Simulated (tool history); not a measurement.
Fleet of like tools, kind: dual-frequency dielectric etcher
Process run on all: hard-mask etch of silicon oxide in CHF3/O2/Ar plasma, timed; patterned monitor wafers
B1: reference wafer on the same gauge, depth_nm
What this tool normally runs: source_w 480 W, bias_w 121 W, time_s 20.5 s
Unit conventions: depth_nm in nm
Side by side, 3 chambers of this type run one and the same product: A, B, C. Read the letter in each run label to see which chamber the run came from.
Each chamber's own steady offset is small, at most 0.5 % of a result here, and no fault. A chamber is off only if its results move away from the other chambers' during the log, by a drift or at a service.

run 1B hour=3.1 | source_w=480 bias_w=121 time_s=20.5 | B1=38.571 | depth_nm=32.573
run 2C hour=6.1 | source_w=480 bias_w=121 time_s=20.5 | B1=38.586 | depth_nm=32.761
run 3A hour=10.4 | source_w=480 bias_w=121 time_s=20.5 | B1=38.594 | depth_nm=32.752
run 4A hour=13.6 | source_w=480 bias_w=121 time_s=20.5 | B1=38.564 | depth_nm=32.727
run 5C hour=16.2 | source_w=480 bias_w=121 time_s=20.5 | B1=38.548 | depth_nm=32.688
run 6B hour=18.3 | source_w=480 bias_w=140 time_s=20.5 | B1=38.548 | depth_nm=33.970
run 7B hour=22.1 | source_w=480 bias_w=140 time_s=20.5 | B1=38.546 | depth_nm=34.036
run 8A hour=25.3 | source_w=480 bias_w=140 time_s=20.5 | B1=38.525 | depth_nm=34.269
run 9C hour=27.9 | source_w=480 bias_w=121 time_s=20.5 | B1=38.523 | depth_nm=32.678
run 10A hour=31.5 | source_w=480 bias_w=121 time_s=20.5 | B1=38.526 | depth_nm=32.709
run 11B hour=35.6 | source_w=480 bias_w=121 time_s=20.5 | B1=38.489 | depth_nm=32.472
run 12C hour=38.0 | source_w=480 bias_w=121 time_s=20.5 | B1=38.488 | depth_nm=32.697
run 13A hour=41.7 | source_w=480 bias_w=121 time_s=20.5 | B1=38.478 | depth_nm=32.732
run 14B hour=45.0 | source_w=480 bias_w=121 time_s=20.5 | B1=38.476 | depth_nm=32.488
run 15C hour=48.8 | source_w=480 bias_w=121 time_s=20.5 | B1=38.459 | depth_nm=32.642
run 16A hour=51.9 | source_w=480 bias_w=121 time_s=20.5 | B1=38.459 | depth_nm=32.697
run 17C hour=54.1 | source_w=480 bias_w=121 time_s=20.5 | B1=38.444 | depth_nm=32.539
run 18B hour=57.6 | source_w=480 bias_w=121 time_s=20.5 | B1=38.441 | depth_nm=32.479
-- hour=58.0 chamber A: wet clean of the chamber
run 19B hour=60.9 | source_w=480 bias_w=121 time_s=20.5 | B1=38.441 | depth_nm=32.486
run 20A hour=65.1 | source_w=480 bias_w=121 time_s=20.5 | B1=38.395 | depth_nm=32.535
run 21C hour=68.2 | source_w=480 bias_w=121 time_s=20.5 | B1=38.396 | depth_nm=32.531
run 22B hour=70.4 | source_w=380 bias_w=121 time_s=20.5 | B1=38.407 | depth_nm=29.533
run 23C hour=74.2 | source_w=380 bias_w=121 time_s=20.5 | B1=38.397 | depth_nm=29.770
run 24A hour=77.3 | source_w=380 bias_w=121 time_s=20.5 | B1=38.383 | depth_nm=29.697
run 25B hour=81.8 | source_w=480 bias_w=121 time_s=20.5 | B1=38.379 | depth_nm=32.319
run 26A hour=85.9 | source_w=480 bias_w=121 time_s=20.5 | B1=38.365 | depth_nm=32.456
run 27C hour=90.2 | source_w=480 bias_w=121 time_s=20.5 | B1=38.343 | depth_nm=32.521

Is one chamber out of step, is the gauge drifting, or do the chambers differ by no more than their own small offsets? For an off chamber, give its letter and the likeliest cause.

Gauge drift. The chambers move together only on paper, and none stands off.
Most likely cause: gauge reads low (%) = 0.699.
